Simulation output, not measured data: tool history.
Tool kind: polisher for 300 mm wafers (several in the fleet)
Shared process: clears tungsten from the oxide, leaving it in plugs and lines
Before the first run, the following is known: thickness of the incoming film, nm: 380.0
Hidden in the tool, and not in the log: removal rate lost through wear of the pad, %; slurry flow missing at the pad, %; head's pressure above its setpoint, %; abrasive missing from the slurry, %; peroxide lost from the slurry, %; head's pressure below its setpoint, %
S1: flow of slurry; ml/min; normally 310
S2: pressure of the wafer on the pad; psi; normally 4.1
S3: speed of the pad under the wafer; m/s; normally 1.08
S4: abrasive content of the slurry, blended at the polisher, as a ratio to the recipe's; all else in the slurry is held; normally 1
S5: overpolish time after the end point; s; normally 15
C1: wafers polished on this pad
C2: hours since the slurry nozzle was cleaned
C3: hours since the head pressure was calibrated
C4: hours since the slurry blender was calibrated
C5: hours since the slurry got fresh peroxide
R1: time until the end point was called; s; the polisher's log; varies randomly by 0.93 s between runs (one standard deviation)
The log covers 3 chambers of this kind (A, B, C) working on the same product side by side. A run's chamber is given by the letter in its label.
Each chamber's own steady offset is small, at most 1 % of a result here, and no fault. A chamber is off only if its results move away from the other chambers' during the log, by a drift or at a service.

{"hour": 11.4, "done": "chamber A: worn pad replaced by a new one"}
{"run": "1C", "hour": 12.2, "S1": 310, "S2": 4.1, "S3": 1.08, "S4": 1, "S5": 15, "C1": 710, "C2": 199.8, "C3": 232.7, "C4": 108, "C5": 43.8, "R1": 82.146}
{"hour": 15.4, "done": "chamber C: worn pad replaced by a new one"}
{"hour": 23.3, "done": "chamber A: head pressure recalibrated"}
{"run": "2A", "hour": 24.8, "S1": 310, "S2": 4.1, "S3": 1.08, "S4": 1, "S5": 15, "C1": 156, "C2": 236.1, "C3": 1.6, "C4": 73.5, "C5": 80.5, "R1": 79.567}
{"run": "3B", "hour": 33.5, "S1": 310, "S2": 4.1, "S3": 1.08, "S4": 1, "S5": 15, "C1": 658, "C2": 442, "C3": 499.4, "C4": 154.7, "C5": 70.4, "R1": 80.908}
{"hour": 34.1, "done": "chamber A: slurry tank refilled with fresh slurry and peroxide"}
{"run": "4A", "hour": 43.7, "S1": 310, "S2": 4.1, "S3": 1.08, "S4": 1, "S5": 15, "C1": 377, "C2": 255, "C3": 20.5, "C4": 92.4, "C5": 9.6, "R1": 82.224}
{"hour": 46.6, "done": "chamber B: slurry blender recalibrated"}
{"hour": 50.5, "done": "chamber C: slurry tank refilled with fresh slurry and peroxide"}
{"run": "5B", "hour": 53.9, "S1": 310, "S2": 4.1, "S3": 1.08, "S4": 1, "S5": 15, "C1": 897, "C2": 462.4, "C3": 519.8, "C4": 7.3, "C5": 90.8, "R1": 82.364}
{"hour": 58.0, "done": "chamber B: worn pad replaced by a new one"}
{"run": "6C", "hour": 66.3, "S1": 310, "S2": 4.1, "S3": 1.08, "S4": 1, "S5": 15, "C1": 594, "C2": 253.9, "C3": 286.8, "C4": 162.1, "C5": 15.8, "R1": 82.397}
{"run": "7B", "hour": 77.2, "S1": 310, "S2": 4.1, "S3": 1.08, "S4": 1, "S5": 15, "C1": 224, "C2": 485.7, "C3": 543.1, "C4": 30.6, "C5": 114.1, "R1": 80.629}
{"hour": 82.1, "done": "chamber A: worn pad replaced by a new one"}
{"hour": 87.1, "done": "chamber B: slurry tank refilled with fresh slurry and peroxide"}
{"run": "8A", "hour": 90.6, "S1": 310, "S2": 4.1, "S3": 1.08, "S4": 1, "S5": 15, "C1": 100, "C2": 301.9, "C3": 67.4, "C4": 139.3, "C5": 56.5, "R1": 81.29}
{"hour": 99.4, "done": "chamber C: worn pad replaced by a new one"}
{"run": "9C", "hour": 100.3, "S1": 310, "S2": 4.1, "S3": 1.08, "S4": 1, "S5": 15, "C1": 10, "C2": 287.9, "C3": 320.8, "C4": 196.1, "C5": 49.8, "R1": 80.338}
{"run": "10C", "hour": 113.4, "S1": 310, "S2": 4.1, "S3": 0.72, "S4": 1, "S5": 15, "C1": 163, "C2": 301, "C3": 333.9, "C4": 209.2, "C5": 62.9, "R1": 123.61}
{"run": "11B", "hour": 121.4, "S1": 310, "S2": 4.1, "S3": 0.72, "S4": 1, "S5": 15, "C1": 740, "C2": 529.9, "C3": 587.3, "C4": 74.8, "C5": 34.4, "R1": 124.34}
{"run": "12A", "hour": 129.8, "S1": 310, "S2": 4.1, "S3": 0.72, "S4": 1, "S5": 15, "C1": 557, "C2": 341.1, "C3": 106.6, "C4": 178.5, "C5": 95.7, "R1": 121.25}
{"hour": 133.9, "done": "chamber C: slurry tank refilled with fresh slurry and peroxide"}
{"hour": 135.4, "done": "chamber A: slurry tank refilled with fresh slurry and peroxide"}
{"run": "13A", "hour": 139.1, "S1": 310, "S2": 4.1, "S3": 1.08, "S4": 1, "S5": 15, "C1": 666, "C2": 350.4, "C3": 115.9, "C4": 187.8, "C5": 3.8, "R1": 82.098}
{"hour": 139.4, "done": "chamber B: worn pad replaced by a new one"}
{"run": "14C", "hour": 146.3, "S1": 310, "S2": 4.1, "S3": 1.08, "S4": 1, "S5": 15, "C1": 547, "C2": 333.9, "C3": 366.8, "C4": 242.1, "C5": 12.5, "R1": 81.125}
{"hour": 158.3, "done": "chamber A: worn pad replaced by a new one"}
{"run": "15B", "hour": 160.4, "S1": 310, "S2": 4.1, "S3": 1.08, "S4": 1, "S5": 15, "C1": 246, "C2": 568.9, "C3": 626.3, "C4": 113.8, "C5": 73.4, "R1": 84.489}
{"run": "16C", "hour": 170.9, "S1": 310, "S2": 4.1, "S3": 1.08, "S4": 1, "S5": 15, "C1": 834, "C2": 358.5, "C3": 391.4, "C4": 266.7, "C5": 37.1, "R1": 80.944}
{"run": "17B", "hour": 179.2, "S1": 310, "S2": 4.1, "S3": 1.08, "S4": 1, "S5": 15, "C1": 465, "C2": 587.7, "C3": 645.1, "C4": 132.6, "C5": 92.2, "R1": 84.324}
{"hour": 181.7, "done": "chamber C: slurry blender recalibrated"}
{"hour": 181.8, "done": "chamber C: worn pad replaced by a new one"}
{"run": "18A", "hour": 189.7, "S1": 310, "S2": 4.1, "S3": 1.08, "S4": 1, "S5": 21, "C1": 367, "C2": 401, "C3": 166.5, "C4": 238.4, "C5": 54.4, "R1": 80.737}
{"hour": 197.6, "done": "chamber C: slurry tank refilled with fresh slurry and peroxide"}
{"run": "19A", "hour": 204.6, "S1": 310, "S2": 4.1, "S3": 1.08, "S4": 1, "S5": 21, "C1": 541, "C2": 415.9, "C3": 181.4, "C4": 253.3, "C5": 69.3, "R1": 82.053}
{"hour": 208.3, "done": "chamber B: worn pad replaced by a new one"}
{"hour": 211.6, "done": "chamber B: slurry tank refilled with fresh slurry and peroxide"}
{"hour": 213.7, "done": "chamber A: slurry tank refilled with fresh slurry and peroxide"}
{"run": "20B", "hour": 218.1, "S1": 310, "S2": 4.1, "S3": 1.08, "S4": 1, "S5": 21, "C1": 114, "C2": 626.6, "C3": 684, "C4": 171.5, "C5": 6.5, "R1": 87.597}
{"hour": 222.1, "done": "chamber B: slurry blender recalibrated"}
{"hour": 223.9, "done": "chamber A: worn pad replaced by a new one"}
{"run": "21C", "hour": 225.9, "S1": 310, "S2": 4.1, "S3": 1.08, "S4": 1, "S5": 15, "C1": 515, "C2": 413.5, "C3": 446.4, "C4": 44.2, "C5": 28.3, "R1": 81.026}
{"run": "22C", "hour": 235.7, "S1": 310, "S2": 4.1, "S3": 1.08, "S4": 1, "S5": 15, "C1": 629, "C2": 423.3, "C3": 456.2, "C4": 54, "C5": 38.1, "R1": 80.965}
{"run": "23B", "hour": 242.7, "S1": 310, "S2": 4.1, "S3": 1.08, "S4": 1, "S5": 15, "C1": 401, "C2": 651.2, "C3": 708.6, "C4": 20.7, "C5": 31.1, "R1": 86.34}
{"hour": 246.0, "done": "chamber C: worn pad replaced by a new one"}
{"run": "24A", "hour": 252.9, "S1": 310, "S2": 4.1, "S3": 1.08, "S4": 1, "S5": 15, "C1": 338, "C2": 464.2, "C3": 229.7, "C4": 301.6, "C5": 39.2, "R1": 82.352}
{"run": "25B", "hour": 262.6, "S1": 310, "S2": 4.1, "S3": 1.08, "S4": 1, "S5": 15, "C1": 634, "C2": 671.1, "C3": 728.5, "C4": 40.6, "C5": 51, "R1": 86.286}
{"hour": 264.8, "done": "chamber C: slurry tank refilled with fresh slurry and peroxide"}
{"run": "26C", "hour": 270.3, "S1": 310, "S2": 4.1, "S3": 1.08, "S4": 1, "S5": 15, "C1": 284, "C2": 457.9, "C3": 490.8, "C4": 88.6, "C5": 5.6, "R1": 80.761}
{"hour": 282.2, "done": "chamber B: worn pad replaced by a new one"}
{"run": "27A", "hour": 282.7, "S1": 310, "S2": 4.1, "S3": 1.08, "S4": 1, "S5": 15, "C1": 686, "C2": 494, "C3": 259.5, "C4": 331.4, "C5": 69, "R1": 81.581}
{"hour": 283.9, "done": "chamber B: slurry nozzle cleaned"}
{"hour": 290.2, "done": "chamber A: slurry blender recalibrated"}
{"run": "28A", "hour": 294.5, "S1": 310, "S2": 4.1, "S3": 1.08, "S4": 1, "S5": 15, "C1": 824, "C2": 505.8, "C3": 271.3, "C4": 4.4, "C5": 80.8, "R1": 80.287}
{"hour": 297.1, "done": "chamber A: slurry tank refilled with fresh slurry and peroxide"}
{"hour": 298.2, "done": "chamber A: worn pad replaced by a new one"}
{"run": "29B", "hour": 305.7, "S1": 310, "S2": 4.1, "S3": 1.08, "S4": 1, "S5": 15, "C1": 275, "C2": 21.8, "C3": 771.6, "C4": 83.7, "C5": 94.1, "R1": 89.239}
{"run": "30C", "hour": 313.1, "S1": 310, "S2": 4.1, "S3": 1.08, "S4": 1, "S5": 15, "C1": 783, "C2": 500.7, "C3": 533.6, "C4": 131.4, "C5": 48.4, "R1": 82.488}
{"run": "31C", "hour": 321.6, "S1": 310, "S2": 4.1, "S3": 1.08, "S4": 1, "S5": 15, "C1": 883, "C2": 509.2, "C3": 542.1, "C4": 139.9, "C5": 56.9, "R1": 81.502}
{"run": "32B", "hour": 333.2, "S1": 310, "S2": 4.1, "S3": 1.08, "S4": 1, "S5": 15, "C1": 596, "C2": 49.3, "C3": 799.1, "C4": 111.2, "C5": 121.6, "R1": 91.89}
{"hour": 340.9, "done": "chamber B: slurry tank refilled with fresh slurry and peroxide"}
{"run": "33A", "hour": 345.1, "S1": 310, "S2": 4.1, "S3": 1.08, "S4": 1, "S5": 15, "C1": 548, "C2": 556.4, "C3": 321.9, "C4": 55, "C5": 48.1, "R1": 81.228}
{"run": "34A", "hour": 355.6, "S1": 310, "S2": 4.1, "S3": 1.08, "S4": 1, "S5": 15, "C1": 670, "C2": 566.9, "C3": 332.4, "C4": 65.5, "C5": 58.6, "R1": 82.25}
{"hour": 362.3, "done": "chamber B: worn pad replaced by a new one"}
{"run": "35B", "hour": 369.5, "S1": 310, "S2": 4.1, "S3": 1.08, "S4": 1, "S5": 20, "C1": 84, "C2": 85.6, "C3": 835.4, "C4": 147.5, "C5": 28.7, "R1": 90.704}

Which is it: a chamber that has drifted or been left off by a service, a gauge drift common to all chambers, or only each chamber's usual small offset? If a chamber is off, name it and its likeliest cause.

Little by little, chamber B moves away from the other chambers.
What lies behind it: head's pressure below its setpoint, % = 10.3.

Which of the 4 candidates below, each the usual settings with something changed and its results left as question marks, puts chamber B back in line with what the other chambers give on the usual settings?
Counts as in line when no further than this from what the other chambers average on the usual settings: R1 3.3 s
{"run": "36B-1", "hour": 380.5, "S1": 330, "S2": 4.1, "S3": 1.08, "S4": 1.1, "S5": 15, "R1": "?"}
{"run": "36B-2", "hour": 380.5, "S1": 310, "S2": 4.1, "S3": 1.2, "S4": 1, "S5": 15, "R1": "?"}
{"run": "36B-3", "hour": 380.5, "S1": 310, "S2": 4, "S3": 1.06, "S4": 1, "S5": 15, "R1": "?"}
{"run": "36B-4", "hour": 380.5, "S1": 310, "S2": 3.9, "S3": 1.02, "S4": 1, "S5": 15, "R1": "?"}

Mean of the other chambers on the usual settings: R1 81.843 s
run=36B-1 R1=87.845
run=36B-2 R1=81.328
run=36B-3 R1=94.331
run=36B-4 R1=100.55
36B-2 puts the chamber back in line with the other chambers.

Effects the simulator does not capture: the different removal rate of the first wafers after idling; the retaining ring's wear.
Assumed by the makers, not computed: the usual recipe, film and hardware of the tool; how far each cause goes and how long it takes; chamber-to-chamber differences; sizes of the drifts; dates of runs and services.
